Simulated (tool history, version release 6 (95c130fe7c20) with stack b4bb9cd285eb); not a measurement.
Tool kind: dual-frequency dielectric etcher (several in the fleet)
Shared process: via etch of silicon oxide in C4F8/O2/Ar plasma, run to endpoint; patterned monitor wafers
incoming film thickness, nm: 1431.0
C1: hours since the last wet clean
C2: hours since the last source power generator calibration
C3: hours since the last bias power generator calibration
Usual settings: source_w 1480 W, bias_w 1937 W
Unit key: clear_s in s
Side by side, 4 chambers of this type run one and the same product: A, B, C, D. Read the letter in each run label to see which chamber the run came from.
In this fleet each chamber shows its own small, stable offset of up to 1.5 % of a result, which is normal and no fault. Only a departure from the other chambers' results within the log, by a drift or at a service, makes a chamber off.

{"run": "1C", "day": 0.225, "source_w": 1480, "bias_w": 1937, "C1": 214.2, "C2": 2754.3, "C3": 1646.8, "clear_s": 323.03}
{"run": "2B", "day": 0.425, "source_w": 1480, "bias_w": 1937, "C1": 359.7, "C2": 1212.4, "C3": 2025.6, "clear_s": 319.71}
{"run": "3D", "day": 0.583, "source_w": 1480, "bias_w": 1937, "C1": 417.1, "C2": 208.5, "C3": 335.6, "clear_s": 326.44}
{"run": "4A", "day": 0.733, "source_w": 1480, "bias_w": 1937, "C1": 392, "C2": 932.3, "C3": 1321.6, "clear_s": 324.86}
{"run": "5A", "day": 0.954, "source_w": 1480, "bias_w": 1937, "C1": 397.3, "C2": 937.6, "C3": 1326.9, "clear_s": 324.16}
{"run": "6B", "day": 1.096, "source_w": 1310, "bias_w": 1646, "C1": 375.8, "C2": 1228.5, "C3": 2041.7, "clear_s": 350.72}
{"run": "7C", "day": 1.342, "source_w": 1310, "bias_w": 1646, "C1": 241, "C2": 2781.1, "C3": 1673.6, "clear_s": 359.13}
{"day": 1.488, "done": "chamber A: wet clean of the chamber"}
{"run": "8D", "day": 1.492, "source_w": 1310, "bias_w": 1646, "C1": 438.9, "C2": 230.3, "C3": 357.4, "clear_s": 359.36}
{"run": "9A", "day": 1.742, "source_w": 1310, "bias_w": 1646, "C1": 6.2, "C2": 956.5, "C3": 1345.8, "clear_s": 354.42}
{"day": 1.846, "done": "chamber D: wet clean of the chamber"}
{"run": "10B", "day": 1.95, "source_w": 1810, "bias_w": 1937, "C1": 396.3, "C2": 1249, "C3": 2062.2, "clear_s": 294.75}
{"run": "11D", "day": 2.175, "source_w": 1810, "bias_w": 1937, "C1": 8, "C2": 246.7, "C3": 373.8, "clear_s": 299.27}
{"run": "12C", "day": 2.379, "source_w": 1810, "bias_w": 1937, "C1": 265.9, "C2": 2806, "C3": 1698.5, "clear_s": 298.89}
{"day": 2.533, "done": "chamber C: source power generator calibrated"}
{"run": "13D", "day": 2.608, "source_w": 1810, "bias_w": 1937, "C1": 18.4, "C2": 257.1, "C3": 384.2, "clear_s": 294.91}
{"run": "14A", "day": 2.771, "source_w": 1480, "bias_w": 1937, "C1": 30.9, "C2": 981.2, "C3": 1370.5, "clear_s": 322.07}
{"run": "15C", "day": 2.908, "source_w": 1480, "bias_w": 1937, "C1": 278.6, "C2": 9, "C3": 1711.2, "clear_s": 322.94}
{"run": "16B", "day": 3.054, "source_w": 1480, "bias_w": 1937, "C1": 422.8, "C2": 1275.5, "C3": 2088.7, "clear_s": 317.61}
{"run": "17B", "day": 3.262, "source_w": 1480, "bias_w": 1937, "C1": 427.8, "C2": 1280.5, "C3": 2093.7, "clear_s": 321.12}
{"run": "18C", "day": 3.371, "source_w": 1140, "bias_w": 1937, "C1": 289.7, "C2": 20.1, "C3": 1722.3, "clear_s": 360.68}
{"run": "19D", "day": 3.617, "source_w": 1140, "bias_w": 1937, "C1": 42.6, "C2": 281.3, "C3": 408.4, "clear_s": 358.41}
{"run": "20A", "day": 3.867, "source_w": 1140, "bias_w": 1937, "C1": 57.2, "C2": 1007.5, "C3": 1396.8, "clear_s": 360.25}
{"run": "21D", "day": 4.025, "source_w": 1140, "bias_w": 1937, "C1": 52.4, "C2": 291.1, "C3": 418.2, "clear_s": 358.01}
{"run": "22B", "day": 4.242, "source_w": 1480, "bias_w": 1937, "C1": 451.3, "C2": 1304, "C3": 2117.2, "clear_s": 315.22}
{"run": "23A", "day": 4.358, "source_w": 1480, "bias_w": 1937, "C1": 69, "C2": 1019.3, "C3": 1408.6, "clear_s": 326.14}
{"run": "24C", "day": 4.488, "source_w": 1480, "bias_w": 1937, "C1": 316.5, "C2": 46.9, "C3": 1749.1, "clear_s": 323.09}
{"run": "25B", "day": 4.612, "source_w": 1610, "bias_w": 1937, "C1": 460.2, "C2": 1312.9, "C3": 2126.1, "clear_s": 305.91}
{"run": "26C", "day": 4.725, "source_w": 1610, "bias_w": 1937, "C1": 322.2, "C2": 52.6, "C3": 1754.8, "clear_s": 315.65}
{"run": "27D", "day": 4.954, "source_w": 1610, "bias_w": 1937, "C1": 74.7, "C2": 313.4, "C3": 440.5, "clear_s": 312.18}
{"run": "28A", "day": 5.112, "source_w": 1610, "bias_w": 1937, "C1": 87.1, "C2": 1037.4, "C3": 1426.7, "clear_s": 314.39}

Next, every chamber runs the same settings. What will each give?
{"run": "29A", "day": 5.296, "source_w": 1480, "bias_w": 1646, "clear_s": "?"}
{"run": "29B", "day": 5.296, "source_w": 1480, "bias_w": 1646, "clear_s": "?"}
{"run": "29C", "day": 5.296, "source_w": 1480, "bias_w": 1646, "clear_s": "?"}
{"run": "29D", "day": 5.296, "source_w": 1480, "bias_w": 1646, "clear_s": "?"}

run=29A clear_s=341.11
run=29B clear_s=332.88
run=29C clear_s=341.34
run=29D clear_s=339.4

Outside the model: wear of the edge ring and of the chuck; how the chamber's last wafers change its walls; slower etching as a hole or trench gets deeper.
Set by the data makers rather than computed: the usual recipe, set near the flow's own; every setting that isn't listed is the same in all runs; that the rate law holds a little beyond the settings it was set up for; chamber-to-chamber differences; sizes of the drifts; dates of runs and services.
